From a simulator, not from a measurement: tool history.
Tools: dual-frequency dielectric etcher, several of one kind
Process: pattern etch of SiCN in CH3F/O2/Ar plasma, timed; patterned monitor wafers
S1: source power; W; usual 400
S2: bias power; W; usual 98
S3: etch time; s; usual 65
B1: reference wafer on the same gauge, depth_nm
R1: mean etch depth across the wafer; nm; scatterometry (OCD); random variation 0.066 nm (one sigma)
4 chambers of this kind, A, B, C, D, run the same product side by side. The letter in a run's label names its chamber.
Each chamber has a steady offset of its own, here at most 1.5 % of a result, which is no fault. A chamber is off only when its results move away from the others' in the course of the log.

Run 1D, hour 8.6: usual settings; B1 29.295. Result: R1 27.38 nm.
At hour 11.7: chamber B: wet clean of the chamber.
Run 2B, hour 21.4: usual settings; B1 29.286. Result: R1 27.198 nm.
Run 3C, hour 28.4: usual settings; B1 29.303. Result: R1 27.699 nm.
Run 4A, hour 41.3: usual settings; B1 29.29. Result: R1 27.068 nm.
Run 5B, hour 50.4: usual settings; B1 29.284. Result: R1 27.141 nm.
Run 6D, hour 58: usual settings but S1 470 W, S3 51.5 s; B1 29.294. Result: R1 22.985 nm.
Run 7C, hour 70.8: usual settings but S1 470 W, S3 51.5 s; B1 29.293. Result: R1 23.217 nm.
Run 8A, hour 79.7: usual settings but S1 470 W, S3 51.5 s; B1 29.31. Result: R1 22.77 nm.
Run 9C, hour 89.5: usual settings but S1 470 W, S3 51.5 s; B1 29.299. Result: R1 23.232 nm.
Run 10A, hour 98.8: usual settings; B1 29.322. Result: R1 27.115 nm.
Run 11B, hour 111.3: usual settings; B1 29.317. Result: R1 27.105 nm.
Run 12D, hour 120.9: usual settings; B1 29.298. Result: R1 27.372 nm.
At hour 123.2: chamber C: source power generator calibrated.
Run 13B, hour 133.8: usual settings but S1 470 W, S3 81.5 s; B1 29.297. Result: R1 35.971 nm.
At hour 139.6: chamber C: wet clean of the chamber.
Run 14D, hour 139.7: usual settings but S1 470 W, S3 81.5 s; B1 29.309. Result: R1 36.367 nm.
Run 15C, hour 145.5: usual settings but S1 470 W, S3 81.5 s; B1 29.288. Result: R1 36.835 nm.
Run 16A, hour 151.6: usual settings but S1 470 W, S3 81.5 s; B1 29.304. Result: R1 36.051 nm.
Run 17D, hour 159.6: usual settings; B1 29.293. Result: R1 27.363 nm.
Run 18C, hour 169.9: usual settings; B1 29.311. Result: R1 27.699 nm.
Run 19A, hour 180.4: usual settings; B1 29.302. Result: R1 27.09 nm.
Run 20B, hour 190.6: usual settings; B1 29.291. Result: R1 27.104 nm.
Run 21C, hour 201.3: usual settings; B1 29.308. Result: R1 27.647 nm.
Run 22D, hour 214.5: usual settings; B1 29.304. Result: R1 27.375 nm.
At hour 223.9: chamber D: source power generator calibrated.
At hour 224.8: chamber A: wet clean of the chamber.
Run 23A, hour 226.3: usual settings; B1 29.307. Result: R1 26.481 nm.
Run 24B, hour 235.4: usual settings but S3 77 s; B1 29.309. Result: R1 32.159 nm.
Run 25A, hour 247.1: usual settings but S3 77 s; B1 29.291. Result: R1 31.292 nm.
Run 26C, hour 257.4: usual settings but S3 77 s; B1 29.29. Result: R1 32.91 nm.
Run 27B, hour 265.9: usual settings but S3 77 s; B1 29.292. Result: R1 32.198 nm.
Run 28D, hour 277.3: usual settings but S1 360 W, S3 49 s; B1 29.293. Result: R1 19.855 nm.
Run 29C, hour 286: usual settings but S1 360 W, S3 49 s; B1 29.291. Result: R1 20.1 nm.
Run 30B, hour 297.4: usual settings but S1 360 W, S3 49 s; B1 29.318. Result: R1 19.63 nm.
At hour 304: chamber D: wet clean of the chamber.
Run 31D, hour 310: usual settings but S1 360 W, S3 49 s; B1 29.302. Result: R1 19.872 nm.
Run 32A, hour 321.9: usual settings but S1 490 W; B1 29.283. Result: R1 28.392 nm.
Run 33A, hour 331.1: usual settings but S1 490 W; B1 29.298. Result: R1 28.451 nm.
Run 34C, hour 339.8: usual settings but S1 490 W; B1 29.302. Result: R1 29.718 nm.
Run 35B, hour 349.4: usual settings but S1 490 W; B1 29.312. Result: R1 29.154 nm.
Run 36D, hour 358.1: usual settings; B1 29.315. Result: R1 27.288 nm.

All 4 chambers run these settings next. Forecast each chamber's results:
Run 37A, hour 367.7: usual settings. Result: R1 ?.
Run 37B, hour 367.7: usual settings. Result: R1 ?.
Run 37C, hour 367.7: usual settings. Result: R1 ?.
Run 37D, hour 367.7: usual settings. Result: R1 ?.

run      R1
37A  26.484
37B  27.109
37C  27.707
37D  27.425
